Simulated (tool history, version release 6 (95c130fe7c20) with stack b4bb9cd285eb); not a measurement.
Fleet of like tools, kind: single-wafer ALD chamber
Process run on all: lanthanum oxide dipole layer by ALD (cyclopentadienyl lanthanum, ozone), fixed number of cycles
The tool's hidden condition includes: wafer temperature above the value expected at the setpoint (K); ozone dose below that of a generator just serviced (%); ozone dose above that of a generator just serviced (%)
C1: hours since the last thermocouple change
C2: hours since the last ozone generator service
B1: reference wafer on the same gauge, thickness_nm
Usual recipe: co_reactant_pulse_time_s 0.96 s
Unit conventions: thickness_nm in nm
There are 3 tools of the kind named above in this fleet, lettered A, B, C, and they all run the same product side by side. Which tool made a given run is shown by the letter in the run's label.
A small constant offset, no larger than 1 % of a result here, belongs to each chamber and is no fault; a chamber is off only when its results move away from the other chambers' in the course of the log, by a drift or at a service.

run 1C day=0.338 | co_reactant_pulse_time_s=0.96 | C1=1302.4 C2=1134.6 | B1=0.41519 | thickness_nm=0.49653
run 2A day=0.65 | co_reactant_pulse_time_s=0.96 | C1=1849.1 C2=596.7 | B1=0.41513 | thickness_nm=0.49566
run 3B day=0.858 | co_reactant_pulse_time_s=0.96 | C1=937.8 C2=196.9 | B1=0.41504 | thickness_nm=0.4931
run 4C day=1.162 | co_reactant_pulse_time_s=0.96 | C1=1322.2 C2=1154.4 | B1=0.41505 | thickness_nm=0.49705
run 5A day=1.35 | co_reactant_pulse_time_s=0.96 | C1=1865.9 C2=613.5 | B1=0.41485 | thickness_nm=0.49594
run 6B day=1.5 | co_reactant_pulse_time_s=0.96 | C1=953.2 C2=212.3 | B1=0.41507 | thickness_nm=0.49272
run 7C day=1.775 | co_reactant_pulse_time_s=0.96 | C1=1336.9 C2=1169.1 | B1=0.41517 | thickness_nm=0.49436
run 8A day=1.988 | co_reactant_pulse_time_s=0.96 | C1=1881.2 C2=628.8 | B1=0.41507 | thickness_nm=0.49578
run 9B day=2.138 | co_reactant_pulse_time_s=0.96 | C1=968.5 C2=227.6 | B1=0.41523 | thickness_nm=0.49345
run 10A day=2.371 | co_reactant_pulse_time_s=0.96 | C1=1890.4 C2=638 | B1=0.41507 | thickness_nm=0.49516
run 11B day=2.683 | co_reactant_pulse_time_s=0.96 | C1=981.6 C2=240.7 | B1=0.41499 | thickness_nm=0.49276
run 12C day=2.992 | co_reactant_pulse_time_s=0.96 | C1=1366.1 C2=1198.3 | B1=0.41502 | thickness_nm=0.49625
-- day=3.067 chamber A: ozone generator serviced
run 13B day=3.308 | co_reactant_pulse_time_s=0.96 | C1=996.6 C2=255.7 | B1=0.41488 | thickness_nm=0.4919
run 14C day=3.625 | co_reactant_pulse_time_s=1.24 | C1=1381.3 C2=1213.5 | B1=0.41507 | thickness_nm=0.53385
run 15A day=3.9 | co_reactant_pulse_time_s=1.24 | C1=1927.1 C2=20.1 | B1=0.41485 | thickness_nm=0.53482
run 16B day=4.083 | co_reactant_pulse_time_s=1.24 | C1=1015.2 C2=274.3 | B1=0.41491 | thickness_nm=0.52506
run 17C day=4.25 | co_reactant_pulse_time_s=0.96 | C1=1396.3 C2=1228.5 | B1=0.41484 | thickness_nm=0.49345
run 18A day=4.496 | co_reactant_pulse_time_s=0.96 | C1=1941.4 C2=34.4 | B1=0.41513 | thickness_nm=0.49897
run 19B day=4.708 | co_reactant_pulse_time_s=0.96 | C1=1030.2 C2=289.3 | B1=0.41498 | thickness_nm=0.48924
run 20C day=4.958 | co_reactant_pulse_time_s=0.96 | C1=1413.3 C2=1245.5 | B1=0.41501 | thickness_nm=0.49513
run 21A day=5.275 | co_reactant_pulse_time_s=0.96 | C1=1960.1 C2=53.1 | B1=0.4149 | thickness_nm=0.49676
run 22B day=5.567 | co_reactant_pulse_time_s=0.96 | C1=1050.8 C2=309.9 | B1=0.41513 | thickness_nm=0.48756
run 23A day=5.812 | co_reactant_pulse_time_s=0.96 | C1=1973 C2=66 | B1=0.41492 | thickness_nm=0.49799
run 24C day=5.996 | co_reactant_pulse_time_s=0.96 | C1=1438.2 C2=1270.4 | B1=0.41501 | thickness_nm=0.4955
run 25B day=6.254 | co_reactant_pulse_time_s=0.96 | C1=1067.3 C2=326.4 | B1=0.41484 | thickness_nm=0.48643
run 26C day=6.579 | co_reactant_pulse_time_s=0.96 | C1=1452.2 C2=1284.4 | B1=0.41489 | thickness_nm=0.49639
run 27A day=6.85 | co_reactant_pulse_time_s=0.96 | C1=1997.9 C2=90.9 | B1=0.41497 | thickness_nm=0.49615
run 28B day=7.129 | co_reactant_pulse_time_s=1.08 | C1=1088.3 C2=347.4 | B1=0.41518 | thickness_nm=0.50555
run 29A day=7.4 | co_reactant_pulse_time_s=1.08 | C1=2011.1 C2=104.1 | B1=0.41487 | thickness_nm=0.51549
run 30C day=7.596 | co_reactant_pulse_time_s=1.08 | C1=1476.6 C2=1308.8 | B1=0.41507 | thickness_nm=0.51485
run 31A day=7.917 | co_reactant_pulse_time_s=0.96 | C1=2023.5 C2=116.5 | B1=0.41496 | thickness_nm=0.4962
run 32C day=8.083 | co_reactant_pulse_time_s=0.96 | C1=1488.3 C2=1320.5 | B1=0.41502 | thickness_nm=0.49631
run 33B day=8.367 | co_reactant_pulse_time_s=1.28 | C1=1118 C2=377.1 | B1=0.41484 | thickness_nm=0.52511
-- day=8.392 chamber C: ozone generator serviced
run 34C day=8.579 | co_reactant_pulse_time_s=1.28 | C1=1500.2 C2=4.5 | B1=0.41494 | thickness_nm=0.53528
run 35A day=8.783 | co_reactant_pulse_time_s=1.28 | C1=2044.3 C2=137.3 | B1=0.41521 | thickness_nm=0.53813

Predict what each chamber gives when all 3 of them run the settings below next.
run 36A day=9.029 | co_reactant_pulse_time_s=1.29 | thickness_nm=?
run 36B day=9.029 | co_reactant_pulse_time_s=1.29 | thickness_nm=?
run 36C day=9.029 | co_reactant_pulse_time_s=1.29 | thickness_nm=?

run=36A thickness_nm=0.54187
run=36B thickness_nm=0.52438
run=36C thickness_nm=0.53558

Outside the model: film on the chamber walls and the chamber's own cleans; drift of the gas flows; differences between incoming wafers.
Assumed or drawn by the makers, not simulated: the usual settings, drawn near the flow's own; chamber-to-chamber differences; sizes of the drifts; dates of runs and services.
